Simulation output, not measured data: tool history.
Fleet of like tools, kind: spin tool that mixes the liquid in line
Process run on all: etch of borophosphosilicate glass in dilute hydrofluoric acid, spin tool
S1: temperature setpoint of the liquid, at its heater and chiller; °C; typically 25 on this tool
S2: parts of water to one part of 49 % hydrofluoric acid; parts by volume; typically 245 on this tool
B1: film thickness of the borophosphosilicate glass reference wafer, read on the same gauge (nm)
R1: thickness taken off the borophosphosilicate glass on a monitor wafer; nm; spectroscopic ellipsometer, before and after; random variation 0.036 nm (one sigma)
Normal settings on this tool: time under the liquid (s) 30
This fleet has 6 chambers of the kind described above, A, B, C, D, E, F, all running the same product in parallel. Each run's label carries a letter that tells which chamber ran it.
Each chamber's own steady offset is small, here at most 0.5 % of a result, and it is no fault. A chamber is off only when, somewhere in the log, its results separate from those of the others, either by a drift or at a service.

{"run": "1B", "hour": 5.2, "S1": 25, "S2": 245, "time under the liquid (s)": 30, "B1": 49.997, "R1": 5.2096}
{"run": "2E", "hour": 12.9, "S1": 25, "S2": 245, "time under the liquid (s)": 30, "B1": 50.017, "R1": 5.237}
{"run": "3D", "hour": 17.8, "S1": 25, "S2": 245, "time under the liquid (s)": 30, "B1": 49.977, "R1": 5.1806}
{"run": "4C", "hour": 23.3, "S1": 25, "S2": 245, "time under the liquid (s)": 30, "B1": 49.99, "R1": 5.1469}
{"run": "5A", "hour": 30.3, "S1": 28, "S2": 360, "time under the liquid (s)": 30, "B1": 49.977, "R1": 3.4542}
{"run": "6F", "hour": 37.1, "S1": 28, "S2": 360, "time under the liquid (s)": 30, "B1": 50.005, "R1": 3.4851}
{"run": "7C", "hour": 45.8, "S1": 28, "S2": 360, "time under the liquid (s)": 30, "B1": 50.021, "R1": 3.49}
{"run": "8B", "hour": 52.0, "S1": 28, "S2": 360, "time under the liquid (s)": 30, "B1": 49.986, "R1": 3.4841}
{"run": "9F", "hour": 60.7, "S1": 28, "S2": 360, "time under the liquid (s)": 30, "B1": 49.987, "R1": 3.4607}
{"run": "10A", "hour": 71.0, "S1": 28, "S2": 360, "time under the liquid (s)": 30, "B1": 49.989, "R1": 3.5091}
{"run": "11E", "hour": 76.3, "S1": 27, "S2": 310, "time under the liquid (s)": 30, "B1": 50.031, "R1": 4.1415}
{"run": "12D", "hour": 81.3, "S1": 27, "S2": 310, "time under the liquid (s)": 30, "B1": 49.983, "R1": 4.0836}
{"run": "13B", "hour": 90.2, "S1": 27, "S2": 310, "time under the liquid (s)": 30, "B1": 49.98, "R1": 4.1598}
{"run": "14C", "hour": 96.6, "S1": 27, "S2": 310, "time under the liquid (s)": 30, "B1": 50.013, "R1": 4.1232}
{"run": "15A", "hour": 104.4, "S1": 27, "S2": 310, "time under the liquid (s)": 30, "B1": 49.989, "R1": 4.1672}
{"run": "16F", "hour": 109.6, "S1": 27, "S2": 310, "time under the liquid (s)": 30, "B1": 49.99, "R1": 4.1137}
{"run": "17E", "hour": 119.4, "S1": 25, "S2": 245, "time under the liquid (s)": 30, "B1": 49.96, "R1": 5.2064}
{"run": "18D", "hour": 127.8, "S1": 25, "S2": 245, "time under the liquid (s)": 30, "B1": 50.002, "R1": 5.227}
{"run": "19C", "hour": 134.5, "S1": 25, "S2": 245, "time under the liquid (s)": 30, "B1": 50.015, "R1": 5.1961}
{"run": "20F", "hour": 141.1, "S1": 25, "S2": 245, "time under the liquid (s)": 30, "B1": 50.009, "R1": 5.1821}
{"hour": 145.8, "done": "chamber B: thermometer replaced"}
{"run": "21D", "hour": 151.2, "S1": 25, "S2": 245, "time under the liquid (s)": 30, "B1": 50.01, "R1": 5.219}
{"run": "22B", "hour": 160.0, "S1": 25, "S2": 355, "time under the liquid (s)": 15, "B1": 50.007, "R1": 1.6152}
{"run": "23A", "hour": 169.3, "S1": 25, "S2": 355, "time under the liquid (s)": 15, "B1": 49.972, "R1": 1.6041}
{"run": "24E", "hour": 174.8, "S1": 25, "S2": 355, "time under the liquid (s)": 15, "B1": 50.004, "R1": 1.6347}
{"run": "25F", "hour": 183.7, "S1": 25, "S2": 355, "time under the liquid (s)": 15, "B1": 49.999, "R1": 1.6192}
{"run": "26D", "hour": 188.5, "S1": 25, "S2": 355, "time under the liquid (s)": 15, "B1": 49.986, "R1": 1.601}
{"run": "27A", "hour": 195.4, "S1": 25, "S2": 355, "time under the liquid (s)": 15, "B1": 50.022, "R1": 1.6108}
{"run": "28C", "hour": 202.6, "S1": 25, "S2": 295, "time under the liquid (s)": 30, "B1": 49.987, "R1": 4.1065}
{"run": "29B", "hour": 212.8, "S1": 25, "S2": 295, "time under the liquid (s)": 30, "B1": 50.025, "R1": 4.1176}
{"run": "30E", "hour": 221.8, "S1": 25, "S2": 295, "time under the liquid (s)": 30, "B1": 50.029, "R1": 4.134}
{"run": "31B", "hour": 226.6, "S1": 25, "S2": 295, "time under the liquid (s)": 30, "B1": 50.009, "R1": 4.1293}
{"run": "32D", "hour": 234.1, "S1": 25, "S2": 295, "time under the liquid (s)": 30, "B1": 50.015, "R1": 4.0799}
{"run": "33E", "hour": 244.1, "S1": 25, "S2": 295, "time under the liquid (s)": 30, "B1": 49.984, "R1": 4.1229}
{"run": "34F", "hour": 253.3, "S1": 23, "S2": 310, "time under the liquid (s)": 30, "B1": 49.993, "R1": 3.5805}
{"run": "35A", "hour": 263.2, "S1": 23, "S2": 310, "time under the liquid (s)": 30, "B1": 50.001, "R1": 3.6378}
{"run": "36C", "hour": 268.8, "S1": 23, "S2": 310, "time under the liquid (s)": 30, "B1": 50.018, "R1": 3.5698}
{"run": "37D", "hour": 276.4, "S1": 23, "S2": 310, "time under the liquid (s)": 30, "B1": 49.967, "R1": 3.5558}
{"run": "38E", "hour": 282.9, "S1": 23, "S2": 310, "time under the liquid (s)": 30, "B1": 50.002, "R1": 3.5932}
{"run": "39F", "hour": 291.2, "S1": 23, "S2": 310, "time under the liquid (s)": 30, "B1": 50.005, "R1": 3.5738}
{"run": "40B", "hour": 301.6, "S1": 25, "S2": 245, "time under the liquid (s)": 30, "B1": 50.021, "R1": 5.1794}
{"run": "41C", "hour": 306.3, "S1": 27.5, "S2": 245, "time under the liquid (s)": 40, "B1": 50.029, "R1": 7.4519}
{"run": "42A", "hour": 315.8, "S1": 27.5, "S2": 245, "time under the liquid (s)": 40, "B1": 49.982, "R1": 7.6298}
{"run": "43D", "hour": 326.0, "S1": 27.5, "S2": 245, "time under the liquid (s)": 40, "B1": 49.979, "R1": 7.5659}
{"run": "44C", "hour": 331.3, "S1": 27.5, "S2": 245, "time under the liquid (s)": 40, "B1": 49.972, "R1": 7.529}

Is one chamber out of step, is the gauge drifting, or do the chambers differ by no more than their own small offsets? For an off chamber, give its letter and the likeliest cause.

No chamber stands off beyond its own small offset, and the gauge holds steady.

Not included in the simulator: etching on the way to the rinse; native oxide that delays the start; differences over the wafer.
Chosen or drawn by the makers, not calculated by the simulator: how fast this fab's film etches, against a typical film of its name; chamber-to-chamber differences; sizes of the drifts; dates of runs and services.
